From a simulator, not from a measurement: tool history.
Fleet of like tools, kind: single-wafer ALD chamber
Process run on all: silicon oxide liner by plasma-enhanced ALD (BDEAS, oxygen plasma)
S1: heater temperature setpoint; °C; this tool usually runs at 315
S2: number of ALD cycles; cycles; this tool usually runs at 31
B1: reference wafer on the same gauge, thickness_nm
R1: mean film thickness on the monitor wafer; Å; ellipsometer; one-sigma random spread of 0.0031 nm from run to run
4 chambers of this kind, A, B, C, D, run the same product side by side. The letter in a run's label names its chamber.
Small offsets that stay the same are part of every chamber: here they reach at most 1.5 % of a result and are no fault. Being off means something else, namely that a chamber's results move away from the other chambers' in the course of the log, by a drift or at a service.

run,hour,S1,S2,B1,R1
1C,5.9,315,31,2.4099,27.980
2A,9.3,315,31,2.4090,28.187
3B,12.1,315,31,2.4090,28.429
4D,15.2,315,31,2.4089,28.365
5B,19.1,315,31,2.4090,28.442
6A,24.7,315,31,2.4085,28.226
7D,27.7,315,31,2.4090,28.385
8C,30.7,315,31,2.4085,27.884
9B,36.6,315,31,2.4075,28.446
10A,39.4,315,31,2.4079,28.139
11C,44.3,315,31,2.4076,27.921
12D,50.0,315,31,2.4071,28.330
13D,54.7,315,31,2.4068,28.334
14B,59.2,315,31,2.4062,28.430
15C,63.3,315,31,2.4062,27.919
16A,66.5,315,31,2.4061,28.115
17B,70.6,315,31,2.4063,28.422
18A,75.1,315,31,2.4062,28.147
19D,78.0,315,31,2.4055,28.271
20C,81.2,315,31,2.4059,27.840
21C,84.4,315,31,2.4050,27.858
22B,87.4,315,31,2.4045,28.398
23D,92.4,315,31,2.4046,28.297
24A,96.5,315,31,2.4038,28.104
25D,101.9,315,31,2.4040,28.266
26A,107.7,315,31,2.4035,28.074
27B,112.8,315,31,2.4033,28.332
28C,116.0,315,31,2.4037,27.911
29D,120.3,315,31,2.4026,28.295
30B,124.9,315,31,2.4029,28.324
31A,128.3,315,31,2.4025,28.069
32C,133.4,315,31,2.4022,27.850
33A,137.2,315,31,2.4021,28.070
34B,142.5,307,34,2.4018,31.458
35D,147.8,307,34,2.4012,31.390
36C,153.1,307,34,2.4015,30.851
37D,155.9,307,34,2.4009,31.358
38A,161.9,321,31,2.4013,27.825
39C,167.5,321,31,2.4006,27.610
40B,173.1,321,31,2.4000,28.095
41A,179.0,321,31,2.3997,27.819
42B,182.3,315,31,2.3999,28.325

All chambers now run identical settings, listed one chamber a line with results as question marks. What results will each chamber show?
43A,186.7,328,31,,?
43B,186.7,328,31,,?
43C,186.7,328,31,,?
43D,186.7,328,31,,?

run,R1
43A,27.549
43B,27.813
43C,27.300
43D,27.735

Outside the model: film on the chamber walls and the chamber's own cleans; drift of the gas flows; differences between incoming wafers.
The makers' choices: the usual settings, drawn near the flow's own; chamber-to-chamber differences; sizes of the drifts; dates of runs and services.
